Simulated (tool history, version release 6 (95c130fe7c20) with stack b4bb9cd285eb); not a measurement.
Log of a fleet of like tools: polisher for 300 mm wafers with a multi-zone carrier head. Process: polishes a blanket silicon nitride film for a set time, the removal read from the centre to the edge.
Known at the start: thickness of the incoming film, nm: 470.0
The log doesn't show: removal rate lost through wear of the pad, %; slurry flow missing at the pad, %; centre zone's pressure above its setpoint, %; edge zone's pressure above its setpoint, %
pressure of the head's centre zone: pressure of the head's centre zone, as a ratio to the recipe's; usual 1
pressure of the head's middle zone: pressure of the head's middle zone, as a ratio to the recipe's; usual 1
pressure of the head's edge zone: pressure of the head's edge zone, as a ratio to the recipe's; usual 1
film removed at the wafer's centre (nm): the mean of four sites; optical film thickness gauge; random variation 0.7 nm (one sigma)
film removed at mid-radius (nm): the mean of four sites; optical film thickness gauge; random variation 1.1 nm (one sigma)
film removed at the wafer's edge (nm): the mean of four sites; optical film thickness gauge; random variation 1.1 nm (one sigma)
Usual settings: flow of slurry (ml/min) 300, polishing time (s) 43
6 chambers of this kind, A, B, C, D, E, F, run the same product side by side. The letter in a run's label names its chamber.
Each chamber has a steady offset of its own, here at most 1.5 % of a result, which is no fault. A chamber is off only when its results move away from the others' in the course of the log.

run	hour	flow of slurry (ml/min)	pressure of the head's centre zone	pressure of the head's middle zone	pressure of the head's edge zone	polishing time (s)	wafers polished on this pad	hours since the slurry nozzle was cleaned	hours since the centre zone pressure was calibrated	hours since the edge zone pressure was calibrated	film removed at the wafer's centre (nm)	film removed at mid-radius (nm)	film removed at the wafer's edge (nm)
1F	15.3	300	1	1	1	43	476	334.6	319.8	388.1	83.538	83.674	85.192
# hour 19.1: chamber F: centre zone pressure recalibrated
# hour 25.3: chamber D: worn pad replaced by a new one
# hour 25.9: chamber B: worn pad replaced by a new one
2B	27.1	300	1	1	1	43	19	302.2	300.3	753.9	83.029	83.12	82.519
# hour 33.2: chamber E: slurry nozzle cleaned
3E	36.3	300	1	1	1	43	834	3.2	1016.3	292.6	84.148	85.459	83.283
4C	45.6	300	1	1	1	43	897	553.4	1264	1130.5	83.152	85.565	83.277
# hour 49.5: chamber A: worn pad replaced by a new one
5D	57.8	300	1	1	1	43	504	778.3	453.5	1049.5	83.318	85.811	83.298
6A	72.1	240	1	1	1	43	350	132.1	568.7	190.5	81.836	80.098	83.26
# hour 76: chamber C: worn pad replaced by a new one
# hour 81.1: chamber E: worn pad replaced by a new one
7D	82.1	240	1	1	1	43	882	802.6	477.8	1073.8	80.704	81.677	82.41
# hour 83.9: chamber F: worn pad replaced by a new one
# hour 87.8: chamber C: centre zone pressure recalibrated
8B	91.3	240	1	1	1	43	1015	366.4	364.5	818.1	82.648	83.301	83.901
9A	105.3	240	1	1	1	43	866	165.3	601.9	223.7	81.837	81.966	85.57
# hour 110.9: chamber B: worn pad replaced by a new one
# hour 113.3: chamber F: slurry nozzle cleaned
# hour 115.2: chamber C: slurry nozzle cleaned
# hour 115.6: chamber D: slurry nozzle cleaned
10C	120.5	240	1	1	1	43	690	5.3	32.7	1205.4	81.48	80.457	81.746
# hour 128.8: chamber D: worn pad replaced by a new one
11F	129.7	240	1	1	1	43	711	16.4	110.7	502.5	79.959	81.802	82.741
# hour 130.8: chamber A: worn pad replaced by a new one
12E	145.2	390	1	1	1	30	996	112.1	1125.2	401.5	59.227	62.123	61.013
# hour 147.3: chamber A: slurry nozzle cleaned
# hour 150.8: chamber E: centre zone pressure recalibrated
# hour 151: chamber B: edge zone pressure recalibrated
# hour 155: chamber D: centre zone pressure recalibrated
13E	158.3	390	1	1	1	30	1199	125.2	7.6	414.6	59.374	61.374	58.631
# hour 162.5: chamber E: worn pad replaced by a new one
# hour 164.2: chamber F: worn pad replaced by a new one
14F	169.6	390	1	1	1	30	84	56.3	150.6	542.4	60.201	60.086	60.61
# hour 178.6: chamber C: worn pad replaced by a new one
15D	184.9	390	1	1	1	30	871	69.3	30	1176.6	58.881	61.141	60.502
16A	194.7	390	1	1	1	30	992	47.5	691.3	313.1	59.213	61.025	59.177
# hour 195.2: chamber C: edge zone pressure recalibrated
# hour 205.6: chamber B: worn pad replaced by a new one
17C	210	390	1	1	1	30	488	94.8	122.2	14.9	60.164	60.553	57.384
# hour 210.9: chamber A: worn pad replaced by a new one
# hour 215.5: chamber D: worn pad replaced by a new one
18B	218	300	1	1	1	43	192	493.1	491.2	67.1	83.146	84.062	83.259
19F	226.5	300	1	1	1.12	43	967	113.2	207.5	599.3	84.102	84.525	90.146
20C	233.4	300	1	1	1.12	43	852	118.2	145.6	38.3	84.618	82.739	89.82
21A	246.1	300	1	1	1.12	43	546	98.9	742.7	364.5	84.478	83.006	91.414
# hour 246.8: chamber E: worn pad replaced by a new one
# hour 247.4: chamber F: worn pad replaced by a new one
22D	257.3	300	1	1	1.12	43	649	141.7	102.4	1249	83.499	83.584	88.696
23B	269.6	300	1	1	1.12	43	993	544.7	542.8	118.7	82.868	84.25	90.209
# hour 273.9: chamber C: worn pad replaced by a new one
# hour 279.2: chamber D: edge zone pressure recalibrated
24E	284.8	300	1	1	1.12	43	591	251.7	134.1	541.1	83.786	85.115	88.362
25C	294.7	300	1	1	1	43	323	179.5	206.9	99.6	84.516	84.656	83.422
# hour 298.1: chamber A: edge zone pressure recalibrated
# hour 299.8: chamber B: worn pad replaced by a new one
26F	305.6	300	1	1	1	43	904	192.3	286.6	678.4	84.193	85.166	84.358
# hour 309.2: chamber A: worn pad replaced by a new one
# hour 311.1: chamber D: worn pad replaced by a new one
27B	315.5	300	1	1	1	43	244	590.6	588.7	164.6	83.812	82.269	84.339
28D	328.1	300	1	1	1	43	264	212.5	173.2	48.9	83.239	83.667	85.377
29A	338.2	300	1	1	1	43	450	191	834.8	40.1	83.976	84.669	82.975
# hour 338.7: chamber E: worn pad replaced by a new one
# hour 343.4: chamber A: centre zone pressure recalibrated
30E	346.9	300	1	1	1	43	128	313.8	196.2	603.2	84.549	85.726	84.719
# hour 347.1: chamber F: worn pad replaced by a new one
31D	355	300	1.1	0.9	1	43	681	239.4	200.1	75.8	91.439	75.44	83.345
32F	365.7	300	1.1	0.9	1	43	289	252.4	346.7	738.5	91.767	74.929	84.298
# hour 367.1: chamber C: worn pad replaced by a new one
33A	380.9	300	1.1	0.9	1	43	1113	233.7	37.5	82.8	92.51	76.758	85.688
# hour 386.8: chamber A: slurry nozzle cleaned
# hour 387.1: chamber A: worn pad replaced by a new one
34E	392.2	300	1.1	0.9	1	43	831	359.1	241.5	648.5	92.783	77.012	84.233
# hour 392.4: chamber B: worn pad replaced by a new one
# hour 392.6: chamber E: slurry nozzle cleaned
35C	400.1	300	1.1	0.9	1	43	513	284.9	312.3	205	92.6	73.839	83.445
36B	415.3	300	1.1	0.9	1	43	355	690.4	688.5	264.4	92.591	74.815	83.818
# hour 415.5: chamber B: slurry nozzle cleaned
37A	422.4	300	1	1	1	43	548	35.7	79	124.3	84.952	82.797	85.825
38B	430.3	300	1	1	1.04	43	588	14.9	703.5	279.4	84.122	83.975	84.691
# hour 434.2: chamber E: worn pad replaced by a new one
39E	438	300	1	1	1.04	43	59	45.5	287.3	694.3	83.165	84.792	88.436
40C	452.6	300	1	1	1.04	43	1328	337.4	364.8	257.5	83.28	84.361	85.85

What goes on in this fleet: one chamber off, a drifting gauge, or nothing beyond the chambers' own small offsets? Name the chamber and the cause, if any.

No chamber stands off beyond its own small offset, and the gauge holds steady.
